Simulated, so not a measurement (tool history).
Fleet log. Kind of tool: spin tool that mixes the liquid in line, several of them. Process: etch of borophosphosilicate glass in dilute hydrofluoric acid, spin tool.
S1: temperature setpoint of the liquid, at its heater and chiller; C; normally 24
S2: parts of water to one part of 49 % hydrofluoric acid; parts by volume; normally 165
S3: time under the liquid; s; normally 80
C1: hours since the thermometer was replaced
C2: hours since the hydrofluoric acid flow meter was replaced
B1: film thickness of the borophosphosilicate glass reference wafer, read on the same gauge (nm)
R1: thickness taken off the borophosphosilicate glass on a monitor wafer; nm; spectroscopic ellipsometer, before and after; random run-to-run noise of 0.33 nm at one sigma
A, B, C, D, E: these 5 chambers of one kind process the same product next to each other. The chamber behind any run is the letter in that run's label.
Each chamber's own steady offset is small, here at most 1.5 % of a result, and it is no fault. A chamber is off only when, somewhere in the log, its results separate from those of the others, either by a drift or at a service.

run	hour	S1	S2	S3	C1	C2	B1	R1
1C	6.4	24	165	80	776	227.6	99.936	38.858
2E	11.8	24	165	80	72.3	144.2	99.982	38.301
3D	19.2	24	165	80	722.2	756	100	38.846
4B	27.2	24	165	80	205.6	537.4	99.959	38.246
5A	31.6	24	165	80	288	628.4	100.04	39.466
6A	38.5	24	165	80	294.9	635.3	100.01	39.093
7D	43.7	24	165	80	746.7	780.5	100	39.021
8B	51.1	24	165	80	229.5	561.3	99.986	39.073
9C	55	24	165	80	824.6	276.2	99.995	38.897
10E	60.6	24	165	80	121.1	193	100	38.439
11E	66	24	165	80	126.5	198.4	100.02	39.12
12C	70.7	24	165	80	840.3	291.9	99.98	38.529
13B	78.6	19.5	220	80	257	588.8	99.93	23.671
14A	86.3	19.5	220	80	342.7	683.1	99.996	23.349
15D	93.4	19.5	220	80	796.4	830.2	100.04	22.861
16A	100.6	19.5	220	80	357	697.4	100.02	23.175
17E	107.9	19.5	220	80	168.4	240.3	100.01	23.333
18D	115.4	24	165	105	818.4	852.2	99.981	50.539
# hour 118.6: chamber D: hydrofluoric acid flow meter replaced
19C	121.5	24	165	105	891.1	342.7	99.985	50.624
20B	125.5	24	165	105	303.9	635.7	99.945	51.399
21C	129.9	24	165	105	899.5	351.1	99.954	50.57
22B	137.2	24	165	105	315.6	647.4	100.03	51.593
23E	143.8	24	165	80	204.3	276.2	100.01	38.557
24A	147.6	24	165	80	404	744.4	100.03	39.239
25D	151.9	24	165	80	854.9	33.3	99.971	38.435
26E	159.1	24	165	80	219.6	291.5	99.963	38.323
27B	166.3	24	165	80	344.7	676.5	99.977	39.736
28D	173.2	24	165	80	876.2	54.6	100.02	38.353
29A	177.3	24	165	80	433.7	774.1	99.974	38.859
30C	184.4	24	165	80	954	405.6	99.973	38.756
31D	188	24	165	80	891	69.4	99.981	39.205
32E	196	24	165	80	256.5	328.4	99.976	38.464
33C	201.8	24	165	80	971.4	423	99.986	38.15
34B	208.8	24	165	80	387.2	719	99.952	40.114
35A	214.4	24	165	80	470.8	811.2	99.995	38.889
36D	221.7	24	230	80	924.7	103.1	100.02	25.938
37C	225.5	24	230	80	995.1	446.7	100.02	26.09
38E	229.2	24	230	80	289.7	361.6	99.994	25.939
39A	236.5	24	230	80	492.9	833.3	99.962	26.335
40B	240.2	24	230	80	418.6	750.4	100.01	27.596
41B	244.4	24	165	80	422.8	754.6	100.02	40.982
42E	249.1	24	165	80	309.6	381.5	99.99	38.294
43C	255	24	165	80	1024.6	476.2	100.04	39.075
44A	259.8	24	165	80	516.2	856.6	100.05	39.027

Predict what each chamber gives when all 5 of them run the settings below next.
45A	265.5	28	165	80				?
45B	265.5	28	165	80				?
45C	265.5	28	165	80				?
45D	265.5	28	165	80				?
45E	265.5	28	165	80				?

run	R1
45A	45.472
45B	47.896
45C	44.123
45D	45.148
45E	44.542
